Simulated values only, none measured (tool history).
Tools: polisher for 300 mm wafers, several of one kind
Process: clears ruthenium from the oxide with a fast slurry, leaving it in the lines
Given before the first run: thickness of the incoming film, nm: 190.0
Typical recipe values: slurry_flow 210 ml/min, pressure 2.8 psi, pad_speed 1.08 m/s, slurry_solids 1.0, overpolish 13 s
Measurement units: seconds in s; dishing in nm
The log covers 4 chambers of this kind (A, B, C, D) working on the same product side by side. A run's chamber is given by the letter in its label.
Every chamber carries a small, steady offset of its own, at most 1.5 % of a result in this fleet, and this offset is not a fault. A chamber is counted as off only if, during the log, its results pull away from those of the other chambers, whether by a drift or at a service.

| run | hour | slurry_flow | pressure | pad_speed | slurry_solids | overpolish | wafers polished on this pad | hours since the slurry nozzle was cleaned | hours since the head pressure was calibrated | hours since the slurry blender was calibrated | seconds | dishing |
|---|---|---|---|---|---|---|---|---|---|---|---|---|
| 1B | 4.5 | 210 | 2.8 | 1.08 | 1.0 | 13 | 639 | 228.9 | 561.2 | 164.1 | 41.365 | 48.381 |
| 2C | 11.8 | 210 | 2.8 | 1.08 | 1.0 | 13 | 590 | 163.2 | 577.0 | 208.0 | 42.060 | 48.558 |
| 3A | 17.9 | 210 | 2.8 | 1.08 | 1.0 | 13 | 524 | 62.6 | 947.2 | 116.6 | 40.431 | 49.418 |
| 4D | 21.9 | 210 | 2.8 | 1.08 | 1.0 | 13 | 590 | 195.2 | 164.5 | 73.8 | 40.375 | 47.566 |
|  | 22.0 | chamber D: worn pad replaced by a new one |
| 5C | 26.0 | 210 | 2.8 | 1.08 | 1.0 | 13 | 760 | 177.4 | 591.2 | 222.2 | 40.663 | 49.784 |
|  | 26.5 | chamber B: slurry blender recalibrated |
|  | 30.7 | chamber B: worn pad replaced by a new one |
| 6D | 33.2 | 210 | 2.8 | 1.08 | 1.0 | 13 | 135 | 206.5 | 175.8 | 85.1 | 41.021 | 46.301 |
| 7A | 37.8 | 210 | 2.8 | 1.08 | 1.0 | 13 | 762 | 82.5 | 967.1 | 136.5 | 41.354 | 47.841 |
| 8B | 43.8 | 210 | 2.8 | 1.08 | 1.0 | 13 | 156 | 268.2 | 600.5 | 17.4 | 41.408 | 50.141 |
| 9D | 50.7 | 265 | 2.8 | 1.28 | 1.0 | 13 | 344 | 224.0 | 193.3 | 102.6 | 33.987 | 56.469 |
| 10B | 56.2 | 265 | 2.8 | 1.28 | 1.0 | 13 | 305 | 280.6 | 612.9 | 29.8 | 33.757 | 59.430 |
| 11A | 60.7 | 265 | 2.8 | 1.28 | 1.0 | 13 | 1036 | 105.4 | 990.0 | 159.4 | 33.693 | 58.174 |
| 12C | 65.4 | 265 | 2.8 | 1.28 | 1.0 | 13 | 1232 | 216.8 | 630.6 | 261.6 | 34.770 | 58.512 |
|  | 70.0 | chamber C: worn pad replaced by a new one |
|  | 71.1 | chamber A: worn pad replaced by a new one |
|  | 71.2 | chamber D: worn pad replaced by a new one |
| 13D | 73.2 | 210 | 2.8 | 1.08 | 1.0 | 13 | 25 | 246.5 | 215.8 | 125.1 | 42.408 | 49.867 |
|  | 76.8 | chamber B: slurry nozzle cleaned |
| 14B | 78.3 | 210 | 2.8 | 1.08 | 1.0 | 13 | 570 | 1.5 | 635.0 | 51.9 | 41.402 | 49.801 |
| 15C | 85.6 | 210 | 2.8 | 1.08 | 1.0 | 13 | 187 | 237.0 | 650.8 | 281.8 | 41.549 | 47.863 |
| 16A | 92.9 | 210 | 2.8 | 1.08 | 1.0 | 13 | 261 | 137.6 | 1022.2 | 191.6 | 41.685 | 49.354 |
| 17A | 96.7 | 210 | 2.8 | 1.08 | 1.0 | 13 | 307 | 141.4 | 1026.0 | 195.4 | 40.989 | 47.850 |
|  | 97.1 | chamber D: slurry nozzle cleaned |
|  | 98.0 | chamber B: head pressure recalibrated |
| 18B | 102.7 | 210 | 2.8 | 1.08 | 1.0 | 13 | 862 | 25.9 | 4.8 | 76.3 | 40.337 | 49.600 |
| 19C | 107.3 | 210 | 2.8 | 1.08 | 1.0 | 13 | 447 | 258.7 | 672.5 | 303.5 | 42.099 | 48.604 |
|  | 109.6 | chamber B: worn pad replaced by a new one |
|  | 111.2 | chamber D: worn pad replaced by a new one |
| 20D | 112.6 | 210 | 2.8 | 0.78 | 0.8 | 13 | 16 | 15.5 | 255.2 | 164.5 | 66.590 | 30.447 |
| 21D | 118.8 | 210 | 2.8 | 0.78 | 0.8 | 13 | 91 | 21.7 | 261.4 | 170.7 | 67.288 | 32.022 |
| 22B | 124.5 | 210 | 2.8 | 0.78 | 0.8 | 13 | 178 | 47.7 | 26.6 | 98.1 | 65.556 | 31.751 |
| 23A | 131.3 | 210 | 2.8 | 0.78 | 0.8 | 13 | 721 | 176.0 | 1060.6 | 230.0 | 64.303 | 33.666 |
|  | 135.4 | chamber C: slurry blender recalibrated |
| 24C | 138.9 | 210 | 2.8 | 1.08 | 1.0 | 13 | 826 | 290.3 | 704.1 | 3.6 | 43.406 | 48.375 |
| 25A | 144.8 | 210 | 2.8 | 1.08 | 0.7 | 11 | 883 | 189.5 | 1074.1 | 243.5 | 48.668 | 36.446 |
| 26D | 149.1 | 210 | 2.8 | 1.08 | 0.7 | 11 | 454 | 52.0 | 291.7 | 201.0 | 55.289 | 32.539 |
|  | 155.1 | chamber D: worn pad replaced by a new one |
| 27B | 155.7 | 210 | 2.8 | 1.08 | 0.7 | 11 | 552 | 78.9 | 57.8 | 129.3 | 51.794 | 36.281 |
| 28C | 162.7 | 210 | 2.8 | 1.08 | 0.7 | 11 | 1111 | 314.1 | 727.9 | 27.4 | 49.649 | 35.692 |
|  | 162.9 | chamber C: worn pad replaced by a new one |
| 29A | 169.0 | 210 | 2.8 | 1.08 | 1.0 | 13 | 1173 | 213.7 | 1098.3 | 267.7 | 41.287 | 47.879 |
| 30C | 176.6 | 210 | 2.2 | 1.08 | 1.0 | 13 | 164 | 328.0 | 741.8 | 41.3 | 54.308 | 39.751 |
|  | 176.9 | chamber B: slurry blender recalibrated |
|  | 177.9 | chamber A: worn pad replaced by a new one |
| 31B | 182.5 | 210 | 2.2 | 1.08 | 1.0 | 13 | 873 | 105.7 | 84.6 | 5.7 | 53.881 | 36.744 |
| 32D | 188.3 | 210 | 2.2 | 1.08 | 1.0 | 13 | 398 | 91.2 | 330.9 | 240.2 | 61.902 | 35.399 |
|  | 190.3 | chamber B: worn pad replaced by a new one |
|  | 195.6 | chamber D: worn pad replaced by a new one |
| 33A | 196.0 | 210 | 2.2 | 1.08 | 1.0 | 13 | 217 | 240.7 | 1125.3 | 294.7 | 51.371 | 40.924 |
|  | 198.1 | chamber C: slurry nozzle cleaned |
| 34D | 203.8 | 240 | 2.8 | 1.08 | 1.0 | 6 | 98 | 106.7 | 346.4 | 255.7 | 47.349 | 20.564 |
| 35C | 208.9 | 240 | 2.8 | 1.08 | 1.0 | 6 | 550 | 10.9 | 774.1 | 73.6 | 40.892 | 24.886 |
| 36B | 212.9 | 240 | 2.8 | 1.08 | 1.0 | 6 | 270 | 136.1 | 115.0 | 36.1 | 41.154 | 22.647 |

Is one chamber off against the others, does the gauge drift, or is nothing wrong? If a chamber is off, say which, and what the likeliest cause is.

Little by little, chamber D moves away from the other chambers.
Likeliest cause: abrasive missing from the slurry, % = 32.3.

Which of the 4 candidates below, each the usual settings with something changed and its results left as question marks, puts chamber D back in line with what the other chambers give on the usual settings?
To be in line, a result may differ from the other chambers' mean on the usual settings by at most: seconds 2.300 s; dishing 3.900 nm
| 37D-1 | 218.6 | 210 | 2.6 | 0.98 | 0.95 | 13 |  |  |  |  | ? | ? |
| 37D-2 | 218.6 | 215 | 3.4 | 1.30 | 1.10 | 13 |  |  |  |  | ? | ? |
| 37D-3 | 218.6 | 210 | 3.0 | 1.18 | 1.05 | 13 |  |  |  |  | ? | ? |
| 37D-4 | 218.6 | 205 | 2.3 | 0.88 | 0.95 | 13 |  |  |  |  | ? | ? |

On the usual settings, the other chambers give on average: seconds 41.238 s; dishing 49.182 nm
| run | seconds | dishing |
|---|---|---|
| 37D-1 | 60.772 | 34.670 |
| 37D-2 | 32.171 | 61.319 |
| 37D-3 | 41.343 | 49.210 |
| 37D-4 | 76.920 | 27.827 |
37D-3 puts the chamber back in line with the other chambers.

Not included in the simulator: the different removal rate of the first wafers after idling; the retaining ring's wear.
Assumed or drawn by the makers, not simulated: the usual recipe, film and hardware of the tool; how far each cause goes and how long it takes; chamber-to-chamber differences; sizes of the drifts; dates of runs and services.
